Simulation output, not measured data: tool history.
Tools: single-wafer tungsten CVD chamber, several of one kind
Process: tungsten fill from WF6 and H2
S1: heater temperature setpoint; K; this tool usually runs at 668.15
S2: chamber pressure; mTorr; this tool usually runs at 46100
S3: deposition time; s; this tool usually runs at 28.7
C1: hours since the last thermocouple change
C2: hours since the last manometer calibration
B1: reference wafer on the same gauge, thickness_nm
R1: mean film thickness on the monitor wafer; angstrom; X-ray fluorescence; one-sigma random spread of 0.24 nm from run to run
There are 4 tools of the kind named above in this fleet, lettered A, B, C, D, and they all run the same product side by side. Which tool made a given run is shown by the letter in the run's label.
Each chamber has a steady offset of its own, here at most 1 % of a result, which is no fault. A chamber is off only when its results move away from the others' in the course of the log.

Run 1D, hour 5.2: usual settings; C1 256.3; C2 291.5; B1 81.399. Result: R1 933.17 angstrom.
Run 2B, hour 10.1: usual settings; C1 2635.7; C2 1181.3; B1 81.381. Result: R1 930.77 angstrom.
Run 3C, hour 13.8: usual settings; C1 57.7; C2 2156.0; B1 81.415. Result: R1 929.72 angstrom.
Run 4A, hour 18.9: usual settings; C1 911.9; C2 1292.0; B1 81.440. Result: R1 933.90 angstrom.
Run 5B, hour 23.6: usual settings; C1 2649.2; C2 1194.8; B1 81.396. Result: R1 924.92 angstrom.
Run 6A, hour 28.1: usual settings; C1 921.1; C2 1301.2; B1 81.412. Result: R1 929.91 angstrom.
Run 7D, hour 32.6: usual settings; C1 283.7; C2 318.9; B1 81.439. Result: R1 932.06 angstrom.
Run 8C, hour 39.0: usual settings; C1 82.9; C2 2181.2; B1 81.328. Result: R1 928.94 angstrom.
Run 9C, hour 43.6: usual settings; C1 87.5; C2 2185.8; B1 81.410. Result: R1 930.75 angstrom.
Run 10B, hour 48.0: usual settings; C1 2673.6; C2 1219.2; B1 81.385. Result: R1 924.40 angstrom.
Run 11D, hour 54.2: usual settings; C1 305.3; C2 340.5; B1 81.415. Result: R1 935.39 angstrom.
Run 12A, hour 59.2: usual settings; C1 952.2; C2 1332.3; B1 81.351. Result: R1 928.16 angstrom.
Run 13C, hour 65.1: usual settings; C1 109.0; C2 2207.3; B1 81.445. Result: R1 929.83 angstrom.
Run 14B, hour 69.7: usual settings; C1 2695.3; C2 1240.9; B1 81.394. Result: R1 928.57 angstrom.
Run 15A, hour 72.9: usual settings; C1 965.9; C2 1346.0; B1 81.396. Result: R1 933.56 angstrom.
Run 16D, hour 77.7: usual settings; C1 328.8; C2 364.0; B1 81.433. Result: R1 931.62 angstrom.
Run 17B, hour 82.2: usual settings; C1 2707.8; C2 1253.4; B1 81.358. Result: R1 925.56 angstrom.
Run 18C, hour 87.1: usual settings; C1 131.0; C2 2229.3; B1 81.386. Result: R1 926.85 angstrom.
Run 19D, hour 90.4: usual settings but S3 26.2 s; C1 341.5; C2 376.7; B1 81.367. Result: R1 853.54 angstrom.
Run 20A, hour 95.7: usual settings but S3 26.2 s; C1 988.7; C2 1368.8; B1 81.424. Result: R1 848.00 angstrom.
Run 21A, hour 101.8: usual settings but S3 26.2 s; C1 994.8; C2 1374.9; B1 81.426. Result: R1 849.55 angstrom.
Run 22B, hour 105.6: usual settings but S3 26.2 s; C1 2731.2; C2 1276.8; B1 81.407. Result: R1 848.32 angstrom.
Run 23D, hour 111.6: usual settings; C1 362.7; C2 397.9; B1 81.429. Result: R1 933.19 angstrom.
Run 24C, hour 115.8: usual settings; C1 159.7; C2 2258.0; B1 81.391. Result: R1 930.74 angstrom.
At hour 116.4: chamber A: capacitance manometer re-zeroed and calibrated.
Run 25A, hour 121.0: usual settings; C1 1014.0; C2 4.6; B1 81.372. Result: R1 932.40 angstrom.
Run 26D, hour 124.4: usual settings but S2 54200 mTorr; C1 375.5; C2 410.7; B1 81.414. Result: R1 1002.40 angstrom.

Does one chamber stand apart from the rest, does the shared gauge drift, or is all well apart from small per-chamber offsets? Give the chamber and the most likely cause, where there is one.

No chamber is off and the gauge is stable; the differences are just each chamber's small, constant offset.
